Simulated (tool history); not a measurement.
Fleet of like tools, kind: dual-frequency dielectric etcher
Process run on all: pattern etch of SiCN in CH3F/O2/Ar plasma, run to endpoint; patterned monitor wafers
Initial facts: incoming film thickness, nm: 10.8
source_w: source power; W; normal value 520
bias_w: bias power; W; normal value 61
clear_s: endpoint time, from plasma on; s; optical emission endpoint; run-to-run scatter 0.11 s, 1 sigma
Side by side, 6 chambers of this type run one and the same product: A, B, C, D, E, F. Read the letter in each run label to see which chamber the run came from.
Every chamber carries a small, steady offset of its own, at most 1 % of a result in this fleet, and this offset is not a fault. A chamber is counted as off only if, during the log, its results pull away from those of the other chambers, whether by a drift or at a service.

run 1A hour=13.7 | source_w=520 bias_w=61 | clear_s=27.638
run 2E hour=23.4 | source_w=520 bias_w=61 | clear_s=27.739
run 3D hour=32.2 | source_w=520 bias_w=61 | clear_s=27.566
run 4B hour=45.7 | source_w=520 bias_w=61 | clear_s=27.434
run 5C hour=58.1 | source_w=520 bias_w=61 | clear_s=27.456
run 6F hour=69.1 | source_w=520 bias_w=61 | clear_s=27.453
run 7E hour=80.3 | source_w=520 bias_w=61 | clear_s=27.828
run 8B hour=89.9 | source_w=520 bias_w=61 | clear_s=27.684
run 9F hour=100.0 | source_w=520 bias_w=61 | clear_s=27.467
run 10C hour=116.2 | source_w=520 bias_w=61 | clear_s=27.380
run 11D hour=125.4 | source_w=520 bias_w=61 | clear_s=27.578
-- hour=132.2 chamber E: wet clean of the chamber
run 12A hour=138.7 | source_w=470 bias_w=54 | clear_s=29.877
-- hour=139.0 chamber B: wet clean of the chamber
run 13C hour=148.3 | source_w=470 bias_w=54 | clear_s=29.773
run 14B hour=161.1 | source_w=470 bias_w=54 | clear_s=29.877
run 15E hour=174.3 | source_w=470 bias_w=54 | clear_s=30.036
run 16A hour=187.1 | source_w=470 bias_w=54 | clear_s=29.959
run 17F hour=203.2 | source_w=470 bias_w=54 | clear_s=29.815
run 18D hour=210.7 | source_w=520 bias_w=61 | clear_s=27.652
run 19F hour=220.0 | source_w=520 bias_w=61 | clear_s=27.415
-- hour=228.2 chamber F: wet clean of the chamber
run 20C hour=231.4 | source_w=520 bias_w=61 | clear_s=27.438
run 21B hour=242.2 | source_w=520 bias_w=61 | clear_s=27.506
run 22E hour=256.8 | source_w=520 bias_w=61 | clear_s=27.719
run 23D hour=264.6 | source_w=400 bias_w=52 | clear_s=32.311
run 24A hour=275.3 | source_w=400 bias_w=52 | clear_s=32.172
run 25A hour=288.1 | source_w=400 bias_w=52 | clear_s=32.028
run 26D hour=302.1 | source_w=400 bias_w=52 | clear_s=32.276
run 27F hour=311.6 | source_w=400 bias_w=52 | clear_s=32.009
run 28B hour=325.9 | source_w=400 bias_w=52 | clear_s=32.262
run 29C hour=341.6 | source_w=520 bias_w=61 | clear_s=27.251
run 30E hour=348.7 | source_w=520 bias_w=61 | clear_s=27.658
run 31E hour=364.8 | source_w=520 bias_w=61 | clear_s=27.761
run 32F hour=373.8 | source_w=520 bias_w=61 | clear_s=27.655
run 33D hour=388.9 | source_w=520 bias_w=61 | clear_s=27.779
run 34A hour=401.9 | source_w=630 bias_w=53 | clear_s=26.549
run 35B hour=416.2 | source_w=630 bias_w=53 | clear_s=26.858
run 36C hour=429.9 | source_w=630 bias_w=53 | clear_s=26.522
run 37E hour=444.9 | source_w=630 bias_w=53 | clear_s=27.057
run 38D hour=454.9 | source_w=630 bias_w=53 | clear_s=27.125
run 39B hour=467.5 | source_w=630 bias_w=53 | clear_s=26.864
run 40A hour=483.6 | source_w=520 bias_w=61 | clear_s=27.009
run 41F hour=495.0 | source_w=520 bias_w=61 | clear_s=27.282

Predict what each chamber gives when all 6 of them run the settings below next.
run 42A hour=506.8 | source_w=520 bias_w=61 | clear_s=?
run 42B hour=506.8 | source_w=520 bias_w=61 | clear_s=?
run 42C hour=506.8 | source_w=520 bias_w=61 | clear_s=?
run 42D hour=506.8 | source_w=520 bias_w=61 | clear_s=?
run 42E hour=506.8 | source_w=520 bias_w=61 | clear_s=?
run 42F hour=506.8 | source_w=520 bias_w=61 | clear_s=?

run=42A clear_s=26.915
run=42B clear_s=27.463
run=42C clear_s=27.612
run=42D clear_s=27.697
run=42E clear_s=27.572
run=42F clear_s=27.227
